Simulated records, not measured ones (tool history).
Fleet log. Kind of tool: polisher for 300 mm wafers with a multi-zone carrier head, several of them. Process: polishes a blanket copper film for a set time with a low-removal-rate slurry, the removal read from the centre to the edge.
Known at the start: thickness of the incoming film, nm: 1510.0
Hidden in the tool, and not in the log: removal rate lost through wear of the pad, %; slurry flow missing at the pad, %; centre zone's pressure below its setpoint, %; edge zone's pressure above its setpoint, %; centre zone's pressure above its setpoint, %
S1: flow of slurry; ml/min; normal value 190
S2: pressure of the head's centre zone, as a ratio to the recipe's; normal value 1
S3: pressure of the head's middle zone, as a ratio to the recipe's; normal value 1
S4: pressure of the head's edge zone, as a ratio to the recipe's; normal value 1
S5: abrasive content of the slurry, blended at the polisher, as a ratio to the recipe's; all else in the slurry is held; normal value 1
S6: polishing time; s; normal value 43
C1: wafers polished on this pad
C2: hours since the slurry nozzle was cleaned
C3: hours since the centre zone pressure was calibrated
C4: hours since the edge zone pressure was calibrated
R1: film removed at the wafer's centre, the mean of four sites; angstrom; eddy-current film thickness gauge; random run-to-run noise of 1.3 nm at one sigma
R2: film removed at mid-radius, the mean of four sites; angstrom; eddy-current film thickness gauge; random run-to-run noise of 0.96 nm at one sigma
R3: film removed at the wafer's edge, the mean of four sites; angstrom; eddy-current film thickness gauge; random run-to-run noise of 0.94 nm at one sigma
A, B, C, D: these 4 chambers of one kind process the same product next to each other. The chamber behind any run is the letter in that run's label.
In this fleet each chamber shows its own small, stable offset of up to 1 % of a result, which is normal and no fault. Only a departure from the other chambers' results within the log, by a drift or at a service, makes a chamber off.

| run | hour | S1 | S2 | S3 | S4 | S5 | S6 | C1 | C2 | C3 | C4 | R1 | R2 | R3 |
|---|---|---|---|---|---|---|---|---|---|---|---|---|---|---|
|  | 5.2 | chamber A: slurry nozzle cleaned |
| 1D | 8.8 | 190 | 1 | 1 | 1 | 1 | 43 | 882 | 80.8 | 224.1 | 324.5 | 1528.6 | 1526.9 | 1540.6 |
|  | 13.7 | chamber C: worn pad replaced by a new one |
| 2C | 16.2 | 190 | 1 | 1 | 1 | 1 | 43 | 32 | 430.0 | 96.6 | 996.5 | 1540.3 | 1515.3 | 1540.8 |
|  | 16.6 | chamber A: worn pad replaced by a new one |
|  | 21.7 | chamber D: worn pad replaced by a new one |
|  | 22.0 | chamber B: worn pad replaced by a new one |
| 3A | 23.3 | 190 | 1 | 1 | 1 | 1 | 43 | 88 | 18.1 | 772.1 | 376.6 | 1532.3 | 1537.0 | 1531.6 |
| 4B | 29.6 | 190 | 1 | 1 | 1 | 1 | 43 | 100 | 116.4 | 322.3 | 796.5 | 1539.9 | 1550.1 | 1538.0 |
| 5D | 35.3 | 190 | 1 | 1 | 1 | 1 | 43 | 179 | 107.3 | 250.6 | 351.0 | 1531.8 | 1538.0 | 1528.8 |
| 6C | 43.2 | 190 | 1 | 1 | 1 | 1 | 43 | 386 | 457.0 | 123.6 | 1023.5 | 1552.4 | 1516.2 | 1540.0 |
| 7B | 51.7 | 190 | 1 | 1 | 1 | 1 | 43 | 390 | 138.5 | 344.4 | 818.6 | 1541.8 | 1543.5 | 1543.8 |
|  | 56.6 | chamber A: worn pad replaced by a new one |
| 8A | 60.1 | 190 | 1 | 1 | 1 | 1 | 43 | 46 | 54.9 | 808.9 | 413.4 | 1529.6 | 1534.7 | 1530.0 |
| 9B | 66.2 | 190 | 1 | 1 | 1 | 1 | 43 | 580 | 153.0 | 358.9 | 833.1 | 1539.3 | 1553.5 | 1540.8 |
|  | 68.3 | chamber B: worn pad replaced by a new one |
|  | 75.1 | chamber B: centre zone pressure recalibrated |
| 10A | 75.2 | 190 | 1 | 1 | 1 | 1 | 43 | 244 | 70.0 | 824.0 | 428.5 | 1528.7 | 1545.7 | 1527.2 |
| 11D | 82.0 | 190 | 1 | 1 | 1 | 1 | 43 | 790 | 154.0 | 297.3 | 397.7 | 1561.5 | 1533.9 | 1549.9 |
| 12C | 88.0 | 190 | 1 | 1 | 1 | 1 | 43 | 973 | 501.8 | 168.4 | 1068.3 | 1516.2 | 1529.3 | 1536.1 |
| 13A | 97.6 | 190 | 1 | 1 | 1 | 1 | 43 | 537 | 92.4 | 846.4 | 450.9 | 1555.3 | 1541.2 | 1542.3 |
|  | 104.6 | chamber A: worn pad replaced by a new one |
|  | 105.9 | chamber D: worn pad replaced by a new one |
| 14B | 107.0 | 130 | 1 | 1 | 1 | 1 | 43 | 507 | 193.8 | 31.9 | 873.9 | 1416.2 | 1431.7 | 1449.3 |
|  | 114.1 | chamber B: worn pad replaced by a new one |
|  | 115.4 | chamber A: edge zone pressure recalibrated |
| 15C | 116.1 | 130 | 1 | 1 | 1 | 1 | 43 | 1341 | 529.9 | 196.5 | 1096.4 | 1415.8 | 1415.6 | 1448.9 |
|  | 119.5 | chamber C: worn pad replaced by a new one |
| 16D | 123.3 | 130 | 1 | 1 | 1 | 1 | 43 | 228 | 195.3 | 338.6 | 439.0 | 1415.6 | 1407.9 | 1445.7 |
| 17C | 132.8 | 130 | 1 | 1 | 1 | 1 | 43 | 175 | 546.6 | 213.2 | 1113.1 | 1421.0 | 1417.0 | 1463.0 |
| 18B | 140.4 | 190 | 1 | 1 | 1 | 1 | 43 | 344 | 227.2 | 65.3 | 907.3 | 1558.9 | 1545.9 | 1517.5 |
|  | 146.7 | chamber A: worn pad replaced by a new one |
| 19D | 148.0 | 190 | 1 | 1 | 1 | 1 | 43 | 552 | 220.0 | 363.3 | 463.7 | 1517.0 | 1532.0 | 1536.4 |
| 20A | 155.3 | 190 | 1 | 1 | 1 | 1 | 43 | 113 | 150.1 | 904.1 | 39.9 | 1536.1 | 1531.1 | 1527.8 |
| 21C | 162.7 | 190 | 1 | 1 | 1 | 1 | 43 | 567 | 576.5 | 243.1 | 1143.0 | 1511.4 | 1535.0 | 1539.1 |
|  | 165.0 | chamber B: worn pad replaced by a new one |
| 22A | 167.8 | 190 | 1 | 1 | 1 | 1 | 43 | 276 | 162.6 | 916.6 | 52.4 | 1539.7 | 1522.9 | 1531.2 |
| 23D | 174.0 | 190 | 1 | 1 | 1 | 1 | 43 | 892 | 246.0 | 389.3 | 489.7 | 1522.8 | 1537.8 | 1529.7 |
| 24B | 179.8 | 190 | 1 | 1 | 1 | 1 | 43 | 194 | 266.6 | 104.7 | 946.7 | 1534.9 | 1539.2 | 1524.6 |

All chambers now run identical settings, listed one chamber a line with results as question marks. What results will each chamber show?
| 25A | 186.9 | 190 | 1 | 1 | 1 | 1 | 43 |  |  |  |  | ? | ? | ? |
| 25B | 186.9 | 190 | 1 | 1 | 1 | 1 | 43 |  |  |  |  | ? | ? | ? |
| 25C | 186.9 | 190 | 1 | 1 | 1 | 1 | 43 |  |  |  |  | ? | ? | ? |
| 25D | 186.9 | 190 | 1 | 1 | 1 | 1 | 43 |  |  |  |  | ? | ? | ? |

| run | R1 | R2 | R3 |
|---|---|---|---|
| 25A | 1540.7 | 1544.5 | 1537.4 |
| 25B | 1532.6 | 1538.7 | 1525.1 |
| 25C | 1528.1 | 1539.6 | 1520.7 |
| 25D | 1523.5 | 1527.0 | 1540.0 |
